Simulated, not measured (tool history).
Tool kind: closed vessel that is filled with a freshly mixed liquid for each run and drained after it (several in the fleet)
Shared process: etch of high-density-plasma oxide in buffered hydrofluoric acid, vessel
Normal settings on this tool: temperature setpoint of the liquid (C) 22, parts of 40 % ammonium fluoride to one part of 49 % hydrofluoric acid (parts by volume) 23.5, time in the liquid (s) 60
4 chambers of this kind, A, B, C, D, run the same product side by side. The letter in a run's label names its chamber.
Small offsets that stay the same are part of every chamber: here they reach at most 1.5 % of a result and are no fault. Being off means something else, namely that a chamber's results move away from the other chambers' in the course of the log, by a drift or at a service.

run	hour	temperature setpoint of the liquid (C)	parts of 40 % ammonium fluoride to one part of 49 % hydrofluoric acid (parts by volume)	time in the liquid (s)	hours since the thermometer was replaced	hours since the hydrofluoric acid flow meter was replaced	read-back film thickness of the high-density-plasma oxide reference wafer, read on the same gauge (nm)	thickness taken off the high-density-plasma oxide on a monitor wafer (angstrom)
1C	12.7	22	23.5	60	353.8	1271.9	100	304.26
2B	23	22	23.5	60	2300.7	1592	99.968	302.89
3A	33.1	22	23.5	60	2307.2	1193	100.01	303.69
4D	49.3	22	23.5	60	1482.5	401.3	100.04	305.08
5B	61.4	22	23.5	60	2339.1	1630.4	99.98	302.45
6C	71.2	22	17	75	412.3	1330.4	99.991	491.29
7D	80.3	22	17	75	1513.5	432.3	100.04	499.42
8A	92.9	22	17	75	2367	1252.8	99.961	503.18
9D	103.3	22	17	75	1536.5	455.3	99.995	500.36
10A	119.3	22	23.5	60	2393.4	1279.2	100.03	303.1
11C	127.1	22	23.5	60	468.2	1386.3	100.01	304.4
12B	135	18	23.5	95	2412.7	1704	100.01	385.24
13C	144.4	18	23.5	95	485.5	1403.6	100.06	383.23
14B	152.6	18	23.5	95	2430.3	1721.6	100.03	379.56
15A	159.7	18	23.5	95	2433.8	1319.6	99.998	387.41
16D	168	22	23.5	60	1601.2	520	99.987	307.21
17A	175	22	23.5	60	2449.1	1334.9	100.02	303.94
18B	187.5	22	23.5	60	2465.2	1756.5	100.02	300.27
19C	202.4	22	30	80	543.5	1461.6	99.982	340.08
# hour 208.6: chamber A: hydrofluoric acid flow meter replaced
20D	217.7	22	30	80	1650.9	569.7	100.03	344.99
21A	227.6	22	30	80	2501.7	19.1	99.988	339.46
22D	240	22	30	80	1673.2	592	100.02	343.85
23B	248.1	22	23.5	60	2525.8	1817.1	99.956	302.95
24C	260.6	22	23.5	60	601.7	1519.8	100.01	299.24
25D	275	22	23.5	60	1708.2	627	100.02	310.43
26A	282.9	22	23.5	60	2557	74.4	99.994	302.03
# hour 290.7: chamber C: thermometer replaced
27C	293.8	22	23.5	60	3.1	1553	99.98	303.27
28B	304.8	22	23.5	60	2582.5	1873.8	99.962	304.85
29C	316.2	25	30	60	25.5	1575.4	99.99	309
30D	324.3	25	30	60	1757.5	676.3	99.961	308.57
31B	331.8	25	30	60	2609.5	1900.8	99.989	302.84
# hour 347: chamber D: thermometer replaced
32A	347.8	25	30	60	2621.9	139.3	100.03	303.6
33B	356.9	22	23.5	60	2634.6	1925.9	100.06	301.02
34A	372.5	22	23.5	60	2646.6	164	100.02	305.44
# hour 379.7: chamber B: thermometer replaced
35D	384.4	22	23.5	60	37.5	736.4	100.02	305.26
36C	396.8	22	23.5	60	106.1	1656	99.994	304.33
37B	407.3	22	23.5	60	27.7	1976.3	100.01	299.58
38C	421.2	22	23.5	60	130.5	1680.4	100.04	306.38

Read the log: is a single chamber off, either drifting away or since a service, is the gauge that measures every chamber drifting, or is nothing wrong beyond small per-chamber offsets? Name any odd chamber and what most likely caused it.

All chambers stay in line apart from their small fixed offsets, and the gauge does not drift.
